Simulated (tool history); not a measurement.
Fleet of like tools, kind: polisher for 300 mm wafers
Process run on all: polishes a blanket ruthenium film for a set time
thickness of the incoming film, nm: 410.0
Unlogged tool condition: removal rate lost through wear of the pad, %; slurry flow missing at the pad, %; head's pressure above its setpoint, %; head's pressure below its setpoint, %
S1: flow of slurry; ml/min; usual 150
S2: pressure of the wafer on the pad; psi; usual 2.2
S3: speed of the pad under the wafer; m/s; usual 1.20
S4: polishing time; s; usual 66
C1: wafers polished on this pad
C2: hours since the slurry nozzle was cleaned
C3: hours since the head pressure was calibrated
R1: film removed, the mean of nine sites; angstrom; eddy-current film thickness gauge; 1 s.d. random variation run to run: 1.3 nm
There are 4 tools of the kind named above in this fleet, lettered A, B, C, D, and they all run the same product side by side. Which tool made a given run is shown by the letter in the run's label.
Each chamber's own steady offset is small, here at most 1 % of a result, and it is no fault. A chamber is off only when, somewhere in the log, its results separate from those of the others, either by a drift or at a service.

run,hour,S1,S2,S3,S4,C1,C2,C3,R1
1C,10.3,150,2.2,1.20,66,641,507.1,792.7,964.04
# hour 21.6: chamber B: slurry nozzle cleaned
# hour 22.3: chamber C: slurry nozzle cleaned
# hour 23.7: chamber C: worn pad replaced by a new one
2D,24.3,150,2.2,1.20,66,513,107.8,45.2,979.45
3A,32.5,150,2.2,1.20,66,756,175.6,642.3,978.10
4B,47.7,150,2.2,1.20,66,747,26.1,198.5,967.49
# hour 52.2: chamber A: worn pad replaced by a new one
5A,63.3,150,2.2,1.20,66,147,206.4,673.1,958.60
# hour 63.7: chamber D: worn pad replaced by a new one
# hour 77.2: chamber C: worn pad replaced by a new one
6D,77.3,150,2.8,1.06,66,179,160.8,98.2,1078.20
7C,88.0,150,2.8,1.06,66,143,65.7,870.4,1085.50
# hour 90.2: chamber B: worn pad replaced by a new one
8B,103.9,150,2.8,1.06,66,180,82.3,254.7,1070.20
9C,113.6,150,2.8,1.06,66,480,91.3,896.0,1076.90
10A,123.2,150,2.2,1.20,66,935,266.3,733.0,947.56
# hour 124.0: chamber A: worn pad replaced by a new one
# hour 131.0: chamber C: worn pad replaced by a new one
# hour 136.3: chamber D: worn pad replaced by a new one
11B,136.3,150,2.2,1.20,66,607,114.7,287.1,979.60
12D,150.9,150,2.2,1.20,66,193,234.4,171.8,971.05
13A,161.9,150,2.2,1.20,66,499,305.0,771.7,968.05
# hour 165.2: chamber B: head pressure recalibrated
14C,170.0,150,2.2,1.20,66,514,147.7,952.4,949.21
15B,185.0,120,2.2,1.00,66,1248,163.4,19.8,756.17
# hour 185.4: chamber A: head pressure recalibrated
# hour 194.4: chamber A: slurry nozzle cleaned
# hour 194.6: chamber B: worn pad replaced by a new one
# hour 195.7: chamber D: worn pad replaced by a new one
16D,196.0,120,2.2,1.00,66,4,279.5,216.9,771.92
# hour 199.1: chamber C: head pressure recalibrated
# hour 201.1: chamber C: worn pad replaced by a new one
17B,205.3,120,2.2,1.00,66,141,183.7,40.1,762.25
# hour 208.8: chamber A: worn pad replaced by a new one
18A,216.2,120,2.2,1.00,66,97,21.9,30.9,828.27
19C,224.6,150,2.2,1.42,66,310,202.3,25.5,1135.70
20D,235.9,150,2.2,1.42,66,530,319.4,256.8,1135.20
21D,246.3,150,2.2,1.42,66,666,329.8,267.2,1152.00
22C,253.8,150,2.2,1.42,66,694,231.5,54.7,1139.10
# hour 257.5: chamber C: worn pad replaced by a new one
23A,266.9,105,2.2,1.38,66,765,72.6,81.6,1121.90
24B,274.9,105,2.2,1.38,66,1058,253.3,109.7,1007.60
# hour 282.0: chamber B: worn pad replaced by a new one
25C,285.4,105,2.2,1.38,66,368,263.1,86.3,1033.80
26A,297.8,105,2.2,1.38,66,1172,103.5,112.5,1126.60
27B,308.0,150,2.2,1.20,66,342,286.4,142.8,945.98

Is one chamber out of step, is the gauge drifting, or do the chambers differ by no more than their own small offsets? For an off chamber, give its letter and the likeliest cause.

A service on chamber A put it out of line with the rest.
What lies behind it: head's pressure above its setpoint, % = 8.34.

Chamber A could run next with any of the 4 candidate recipes listed below; each alters the usual settings, and their results appear as question marks. Which one brings its results back in line with what the other chambers deliver on the usual settings?
In-line tolerance around the mean of the other chambers on the usual settings: R1 45.00 angstrom
28A-1,319.8,150,2.2,1.20,70,,,,?
28A-2,319.8,150,2.2,1.28,71,,,,?
28A-3,319.8,150,1.9,1.20,66,,,,?
28A-4,319.8,150,2.2,1.12,66,,,,?

What the other chambers average on the usual settings: R1 964.90 angstrom
run,R1
28A-1,1094.40
28A-2,1184.00
28A-3,891.43
28A-4,963.19
28A-4 puts the chamber back in line with the other chambers.
